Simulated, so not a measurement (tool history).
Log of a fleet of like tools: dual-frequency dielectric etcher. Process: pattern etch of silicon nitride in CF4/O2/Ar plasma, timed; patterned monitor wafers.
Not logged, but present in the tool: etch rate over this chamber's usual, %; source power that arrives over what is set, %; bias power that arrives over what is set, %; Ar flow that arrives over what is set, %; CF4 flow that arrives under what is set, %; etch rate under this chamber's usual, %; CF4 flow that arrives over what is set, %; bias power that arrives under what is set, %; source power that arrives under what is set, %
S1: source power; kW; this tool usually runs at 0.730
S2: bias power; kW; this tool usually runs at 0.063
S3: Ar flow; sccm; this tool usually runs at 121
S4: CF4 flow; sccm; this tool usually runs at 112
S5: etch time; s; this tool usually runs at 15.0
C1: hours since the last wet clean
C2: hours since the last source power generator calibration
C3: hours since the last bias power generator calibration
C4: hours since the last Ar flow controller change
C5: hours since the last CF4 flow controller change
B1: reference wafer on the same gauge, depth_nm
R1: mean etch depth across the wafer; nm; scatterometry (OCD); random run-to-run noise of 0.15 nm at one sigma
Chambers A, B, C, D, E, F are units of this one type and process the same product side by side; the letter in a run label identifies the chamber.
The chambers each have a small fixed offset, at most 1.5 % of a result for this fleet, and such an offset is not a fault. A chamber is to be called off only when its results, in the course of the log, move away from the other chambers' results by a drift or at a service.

run   hour     S1     S2   S3   S4    S5     C1      C2      C3      C4      C5      B1      R1
       0.6  -- chamber D: Ar flow controller replaced
 1A    6.8  0.730  0.063  121  112  15.0   45.6  3771.1  2592.6   789.9   560.8  39.477  42.447
 2E   11.4  0.730  0.063  121  112  15.0  492.8   761.5   315.5  2684.4  1746.1  39.485  43.199
 3C   17.5  0.730  0.063  121  112  15.0   54.0  1271.4   882.8   679.5  1381.1  39.554  42.661
 4D   22.3  0.730  0.063  121  112  15.0  310.1  1308.8  1447.7    21.8  3165.4  39.514  42.818
 5F   25.9  0.730  0.063  121  112  15.0  278.7  4461.2   111.1  3964.0  1894.3  39.451  42.617
 6B   31.3  0.730  0.063  121   87  17.5  157.9  2970.6  1714.6  1631.6   614.5  39.469  47.815
 7B   37.0  0.730  0.063  121   87  17.5  163.6  2976.3  1720.3  1637.3   620.2  39.500  47.682
 8F   42.5  0.730  0.063  121   87  17.5  295.3  4477.8   127.7  3980.6  1910.9  39.484  48.316
 9E   48.5  0.730  0.063  121   87  17.5  529.9   798.6   352.6  2721.5  1783.2  39.475  48.493
      51.7  -- chamber E: wet clean of the chamber
10A   53.6  0.730  0.063  121   87  17.5   92.4  3817.9  2639.4   836.7   607.6  39.521  48.209
11D   57.7  0.730  0.063  121   87  17.5  345.5  1344.2  1483.1    57.2  3200.8  39.541  48.464
12C   61.9  0.730  0.063  121  137  15.0   98.4  1315.8   927.2   723.9  1425.5  39.550  43.682
13B   67.4  0.730  0.063  121  137  15.0  194.0  3006.7  1750.7  1667.7   650.6  39.479  43.076
14E   71.5  0.730  0.063  121  137  15.0   19.9   821.6   375.6  2744.5  1806.2  39.521  43.745
15A   75.6  0.730  0.063  121  137  15.0  114.4  3839.9  2661.4   858.7   629.6  39.489  43.968
16F   80.7  0.730  0.063  121  137  15.0  333.5  4516.0   165.9  4018.8  1949.1  39.526  43.941
17C   86.2  0.730  0.063  121  137  15.0  122.7  1340.1   951.5   748.2  1449.8  39.483  43.873
18D   92.7  0.730  0.063  121  112  15.0  380.5  1379.2  1518.1    92.2  3235.8  39.500  42.914
      94.0  -- chamber F: Ar flow controller replaced
19E   96.5  0.820  0.049  121  112  15.0   44.9   846.6   400.6  2769.5  1831.2  39.509  43.426
20B  100.3  0.820  0.049  121  112  15.0  226.9  3039.6  1783.6  1700.6   683.5  39.515  42.314
     102.2  -- chamber F: source power generator calibrated
21F  106.4  0.820  0.049  121  112  15.0  359.2     4.2   191.6    12.4  1974.8  39.502  41.651
22C  111.6  0.820  0.049  121  112  15.0  148.1  1365.5   976.9   773.6  1475.2  39.545  43.344
23A  116.1  0.820  0.049  121  112  15.0  154.9  3880.4  2701.9   899.2   670.1  39.514  42.978
24D  122.8  0.820  0.049  121  112  15.0  410.6  1409.3  1548.2   122.3  3265.9  39.498  43.237
25E  129.6  0.730  0.063  121  112  15.0   78.0   879.7   433.7  2802.6  1864.3  39.513  43.054
     132.8  -- chamber D: wet clean of the chamber
26A  134.1  0.730  0.063  121  112  15.0  172.9  3898.4  2719.9   917.2   688.1  39.513  42.472
27F  138.5  0.730  0.063  121  112  15.0  391.3    36.3   223.7    44.5  2006.9  39.464  41.179
28B  141.9  0.730  0.063  121  112  15.0  268.5  3081.2  1825.2  1742.2   725.1  39.506  42.194
29D  147.5  0.730  0.063  121  112  15.0   14.8  1434.0  1572.9   147.0  3290.6  39.490  42.861
     151.5  -- chamber F: CF4 flow controller replaced
30C  152.4  0.730  0.063  121  112  15.0  188.9  1406.3  1017.7   814.4  1516.0  39.486  42.807
31A  159.1  0.730  0.063  121  112  15.0  197.9  3923.4  2744.9   942.2   713.1  39.532  42.601
32E  165.7  0.730  0.063  121  112  15.0  114.1   915.8   469.8  2838.7  1900.4  39.520  43.215
33B  172.1  0.730  0.063  121  112  15.0  298.7  3111.4  1855.4  1772.4   755.3  39.505  42.204
34C  175.8  0.730  0.063  121  112  15.0  212.3  1429.7  1041.1   837.8  1539.4  39.495  42.536
35D  180.6  0.730  0.063  121  112  15.0   47.9  1467.1  1606.0   180.1  3323.7  39.478  43.053
36F  186.6  0.730  0.063  121  112  15.0  439.4    84.4   271.8    92.6    35.1  39.483  41.146
37A  191.6  0.730  0.063  121  112  19.0  230.4  3955.9  2777.4   974.7   745.6  39.495  54.173
38E  196.7  0.730  0.063  121  112  19.0  145.1   946.8   500.8  2869.7  1931.4  39.500  54.327

Which is it: a chamber that has drifted or been left off by a service, a gauge drift common to all chambers, or only each chamber's usual small offset? If a chamber is off, name it and its likeliest cause.

The work done on chamber F during a service left it standing apart from the others.
Most likely cause: source power that arrives under what is set, % = 4.38.

Chamber F could run next with any of the 4 candidate recipes listed below; each alters the usual settings, and their results appear as question marks. Which one brings its results back in line with what the other chambers deliver on the usual settings?
Counts as in line when no further than this from what the other chambers average on the usual settings: R1 0.530 nm
39F-1  201.6  0.720  0.063  121  112  15.0                           ?
39F-2  201.6  0.760  0.063  121  112  15.0                           ?
39F-3  201.6  0.730  0.063  121   82  15.0                           ?
39F-4  201.6  0.740  0.063  121  112  15.0                           ?

Usual-settings mean across the other chambers: R1 42.670 nm
  run      R1
39F-1  40.523
39F-2  42.473
39F-3  39.390
39F-4  41.500
It is 39F-2 that realigns the chamber with its peers.
